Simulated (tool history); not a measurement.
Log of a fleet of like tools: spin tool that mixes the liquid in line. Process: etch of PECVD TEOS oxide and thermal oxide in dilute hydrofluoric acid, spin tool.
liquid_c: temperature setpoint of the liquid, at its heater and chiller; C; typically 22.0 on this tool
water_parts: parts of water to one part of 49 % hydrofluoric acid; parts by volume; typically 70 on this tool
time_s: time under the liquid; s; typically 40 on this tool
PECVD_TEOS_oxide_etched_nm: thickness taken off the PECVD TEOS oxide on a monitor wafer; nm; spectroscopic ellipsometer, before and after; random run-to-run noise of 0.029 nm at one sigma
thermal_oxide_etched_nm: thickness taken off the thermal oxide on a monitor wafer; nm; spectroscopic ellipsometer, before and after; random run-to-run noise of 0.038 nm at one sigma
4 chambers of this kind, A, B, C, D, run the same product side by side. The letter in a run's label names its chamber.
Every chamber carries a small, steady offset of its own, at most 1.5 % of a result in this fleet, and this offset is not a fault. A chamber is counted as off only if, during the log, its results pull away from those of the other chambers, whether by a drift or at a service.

| run | day | liquid_c | water_parts | time_s | hours since the thermometer was replaced | hours since the hydrofluoric acid flow meter was replaced | read-back film thickness of the PECVD TEOS oxide reference wafer, read on the same gauge (nm) | read-back film thickness of the thermal oxide reference wafer, read on the same gauge (nm) | PECVD_TEOS_oxide_etched_nm | thermal_oxide_etched_nm |
|---|---|---|---|---|---|---|---|---|---|---|
| 1B | 0.238 | 22.0 | 70 | 40 | 797.9 | 437.0 | 109.97 | 119.99 | 9.6014 | 2.5622 |
| 2C | 0.488 | 22.0 | 70 | 40 | 242.1 | 994.8 | 110.00 | 120.00 | 9.5592 | 2.5778 |
| 3D | 0.642 | 22.0 | 70 | 40 | 21.6 | 263.2 | 109.96 | 119.99 | 9.6589 | 2.4915 |
| 4A | 0.838 | 22.0 | 70 | 40 | 1814.2 | 232.4 | 109.96 | 120.02 | 9.5854 | 2.5175 |
| 5A | 1.008 | 22.0 | 70 | 40 | 1818.3 | 236.5 | 109.97 | 119.99 | 9.5714 | 2.5773 |
| 6C | 1.283 | 22.0 | 70 | 60 | 261.2 | 1013.9 | 110.00 | 120.00 | 14.3880 | 3.9089 |
| 7B | 1.475 | 22.0 | 70 | 60 | 827.6 | 466.7 | 110.03 | 120.02 | 14.3160 | 3.8393 |
| 8D | 1.750 | 22.0 | 70 | 60 | 48.2 | 289.8 | 109.98 | 120.02 | 14.4190 | 3.9253 |
| 9A | 1.933 | 22.0 | 70 | 60 | 1840.5 | 258.7 | 110.03 | 120.01 | 14.3750 | 3.7443 |
| 10B | 2.188 | 22.0 | 70 | 40 | 844.7 | 483.8 | 110.03 | 119.99 | 9.5914 | 2.5530 |
| 11D | 2.312 | 22.0 | 70 | 40 | 61.7 | 303.3 | 110.00 | 119.96 | 9.6304 | 2.5882 |
|  | 2.354 | chamber C: hydrofluoric acid flow meter replaced |
| 12C | 2.471 | 22.0 | 35 | 40 | 289.7 | 2.9 | 110.04 | 120.00 | 19.8730 | 5.3704 |
| 13A | 2.700 | 22.0 | 35 | 40 | 1858.9 | 277.1 | 110.08 | 120.02 | 20.3180 | 5.4465 |
| 14B | 2.925 | 22.0 | 35 | 40 | 862.4 | 501.5 | 109.98 | 120.02 | 19.9220 | 5.3117 |
| 15D | 3.092 | 22.0 | 35 | 40 | 80.4 | 322.0 | 110.01 | 119.99 | 20.1550 | 5.3426 |
| 16C | 3.288 | 22.0 | 70 | 40 | 309.3 | 22.5 | 109.98 | 119.99 | 9.5957 | 2.6497 |
| 17A | 3.458 | 22.0 | 70 | 40 | 1877.1 | 295.3 | 109.94 | 120.01 | 9.5876 | 2.4921 |
| 18D | 3.642 | 18.0 | 45 | 40 | 93.6 | 335.2 | 110.02 | 119.96 | 13.1740 | 3.4770 |
| 19C | 3.775 | 18.0 | 45 | 40 | 321.0 | 34.2 | 109.94 | 120.01 | 12.9250 | 3.5654 |
| 20B | 4.017 | 18.0 | 45 | 40 | 888.6 | 527.7 | 110.02 | 119.98 | 12.9800 | 3.5089 |
| 21B | 4.167 | 18.0 | 45 | 40 | 892.2 | 531.3 | 110.01 | 120.02 | 12.9480 | 3.4568 |
| 22A | 4.308 | 20.5 | 105 | 40 | 1897.5 | 315.7 | 110.00 | 119.95 | 5.7215 | 1.5650 |
| 23C | 4.521 | 20.5 | 105 | 40 | 338.9 | 52.1 | 110.00 | 120.01 | 5.8147 | 1.5461 |
| 24D | 4.675 | 20.5 | 105 | 40 | 118.4 | 360.0 | 109.98 | 120.00 | 5.7840 | 1.5573 |
| 25B | 4.908 | 20.5 | 105 | 40 | 910.0 | 549.1 | 110.00 | 120.01 | 5.8013 | 1.5712 |
| 26C | 5.125 | 22.0 | 70 | 40 | 353.4 | 66.6 | 109.98 | 119.99 | 9.5995 | 2.5490 |
| 27A | 5.388 | 22.0 | 70 | 40 | 1923.4 | 341.6 | 110.05 | 120.04 | 9.6294 | 2.6061 |

One chamber off, gauge drift, or nothing amiss beyond the chambers' own small offsets? If it is a chamber, which one, and what is the likeliest cause?

No chamber stands off beyond its own small offset, and the gauge holds steady.

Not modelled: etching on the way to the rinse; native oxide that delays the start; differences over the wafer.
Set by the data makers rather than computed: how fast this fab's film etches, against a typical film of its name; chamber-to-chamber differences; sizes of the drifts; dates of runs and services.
